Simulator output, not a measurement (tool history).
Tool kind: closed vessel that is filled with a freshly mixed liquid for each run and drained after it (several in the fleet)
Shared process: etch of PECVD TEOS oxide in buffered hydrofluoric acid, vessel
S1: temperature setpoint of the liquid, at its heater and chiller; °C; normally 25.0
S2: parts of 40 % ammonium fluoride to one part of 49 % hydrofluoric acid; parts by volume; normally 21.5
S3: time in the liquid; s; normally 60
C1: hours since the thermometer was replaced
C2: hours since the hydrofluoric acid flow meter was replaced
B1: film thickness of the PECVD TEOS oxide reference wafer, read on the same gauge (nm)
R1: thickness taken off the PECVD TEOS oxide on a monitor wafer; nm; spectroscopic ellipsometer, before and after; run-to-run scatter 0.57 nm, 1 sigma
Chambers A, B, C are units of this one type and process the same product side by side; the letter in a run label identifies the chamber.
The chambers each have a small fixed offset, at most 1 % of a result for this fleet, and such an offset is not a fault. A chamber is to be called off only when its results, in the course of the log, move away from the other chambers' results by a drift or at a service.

Run 1B, hour 5.1: usual settings; C1 638.0; C2 722.2; B1 110.00. Result: R1 88.795 nm.
Run 2C, hour 9.7: usual settings; C1 460.6; C2 73.0; B1 109.98. Result: R1 89.983 nm.
Run 3A, hour 12.7: usual settings; C1 491.3; C2 320.8; B1 110.00. Result: R1 90.100 nm.
Run 4C, hour 17.3: usual settings; C1 468.2; C2 80.6; B1 110.02. Result: R1 89.414 nm.
Run 5B, hour 21.1: usual settings; C1 654.0; C2 738.2; B1 109.99. Result: R1 88.732 nm.
Run 6A, hour 25.8: usual settings; C1 504.4; C2 333.9; B1 109.98. Result: R1 89.012 nm.
Run 7B, hour 29.6: usual settings; C1 662.5; C2 746.7; B1 110.01. Result: R1 87.775 nm.
Run 8C, hour 33.4: usual settings; C1 484.3; C2 96.7; B1 110.04. Result: R1 88.193 nm.
Run 9A, hour 38.9: usual settings; C1 517.5; C2 347.0; B1 109.99. Result: R1 88.578 nm.
Run 10B, hour 43.1: usual settings; C1 676.0; C2 760.2; B1 110.00. Result: R1 89.247 nm.
Run 11C, hour 46.8: usual settings; C1 497.7; C2 110.1; B1 110.03. Result: R1 90.628 nm.
Run 12A, hour 50.6: usual settings; C1 529.2; C2 358.7; B1 110.00. Result: R1 90.483 nm.
Run 13C, hour 54.5: usual settings; C1 505.4; C2 117.8; B1 110.00. Result: R1 90.009 nm.
Run 14B, hour 57.6: usual settings; C1 690.5; C2 774.7; B1 109.98. Result: R1 87.438 nm.
Run 15A, hour 62.8: usual settings; C1 541.4; C2 370.9; B1 110.03. Result: R1 90.414 nm.
Run 16C, hour 67.4: usual settings but S2 14.0 parts by volume, S3 30 s; C1 518.3; C2 130.7; B1 109.98. Result: R1 66.016 nm.
Run 17A, hour 70.3: usual settings but S2 14.0 parts by volume, S3 30 s; C1 548.9; C2 378.4; B1 110.03. Result: R1 67.862 nm.
Run 18B, hour 73.2: usual settings but S2 14.0 parts by volume, S3 30 s; C1 706.1; C2 790.3; B1 109.99. Result: R1 66.211 nm.
Run 19B, hour 77.5: usual settings but S1 22.0 °C, S3 95 s; C1 710.4; C2 794.6; B1 110.01. Result: R1 119.770 nm.
Run 20C, hour 80.9: usual settings but S1 22.0 °C, S3 95 s; C1 531.8; C2 144.2; B1 110.02. Result: R1 121.140 nm.
Run 21A, hour 84.9: usual settings but S1 22.0 °C, S3 95 s; C1 563.5; C2 393.0; B1 109.98. Result: R1 124.330 nm.
Run 22C, hour 88.9: usual settings; C1 539.8; C2 152.2; B1 110.03. Result: R1 88.948 nm.
Run 23B, hour 93.0: usual settings; C1 725.9; C2 810.1; B1 110.01. Result: R1 88.069 nm.
Run 24A, hour 95.8: usual settings; C1 574.4; C2 403.9; B1 110.00. Result: R1 91.578 nm.
Run 25B, hour 99.1: usual settings but S2 26.0 parts by volume; C1 732.0; C2 816.2; B1 110.03. Result: R1 77.396 nm.
Run 26C, hour 104.0: usual settings but S2 26.0 parts by volume; C1 554.9; C2 167.3; B1 109.99. Result: R1 78.513 nm.
Run 27A, hour 109.2: usual settings but S2 26.0 parts by volume; C1 587.8; C2 417.3; B1 110.04. Result: R1 81.705 nm.
Run 28C, hour 113.3: usual settings; C1 564.2; C2 176.6; B1 109.97. Result: R1 90.412 nm.
Run 29A, hour 117.8: usual settings; C1 596.4; C2 425.9; B1 109.99. Result: R1 93.222 nm.
Run 30B, hour 120.5: usual settings; C1 753.4; C2 837.6; B1 110.01. Result: R1 87.616 nm.
Run 31C, hour 125.7: usual settings; C1 576.6; C2 189.0; B1 110.01. Result: R1 89.925 nm.
Run 32A, hour 129.1: usual settings but S1 22.5 °C, S2 27.0 parts by volume; C1 607.7; C2 437.2; B1 110.02. Result: R1 70.184 nm.
Run 33B, hour 133.0: usual settings but S1 22.5 °C, S2 27.0 parts by volume; C1 765.9; C2 850.1; B1 110.00. Result: R1 65.701 nm.
Run 34C, hour 137.3: usual settings but S1 22.5 °C, S2 27.0 parts by volume; C1 588.2; C2 200.6; B1 110.01. Result: R1 66.919 nm.
Run 35B, hour 141.4: usual settings; C1 774.3; C2 858.5; B1 109.95. Result: R1 87.740 nm.

Next, all 3 chambers run the settings below, one line each with question marks for the results. What does each chamber give?
Run 36A, hour 145.4: usual settings. Result: R1 ?.
Run 36B, hour 145.4: usual settings. Result: R1 ?.
Run 36C, hour 145.4: usual settings. Result: R1 ?.

run      R1
36A  95.652
36B  87.714
36C  89.376
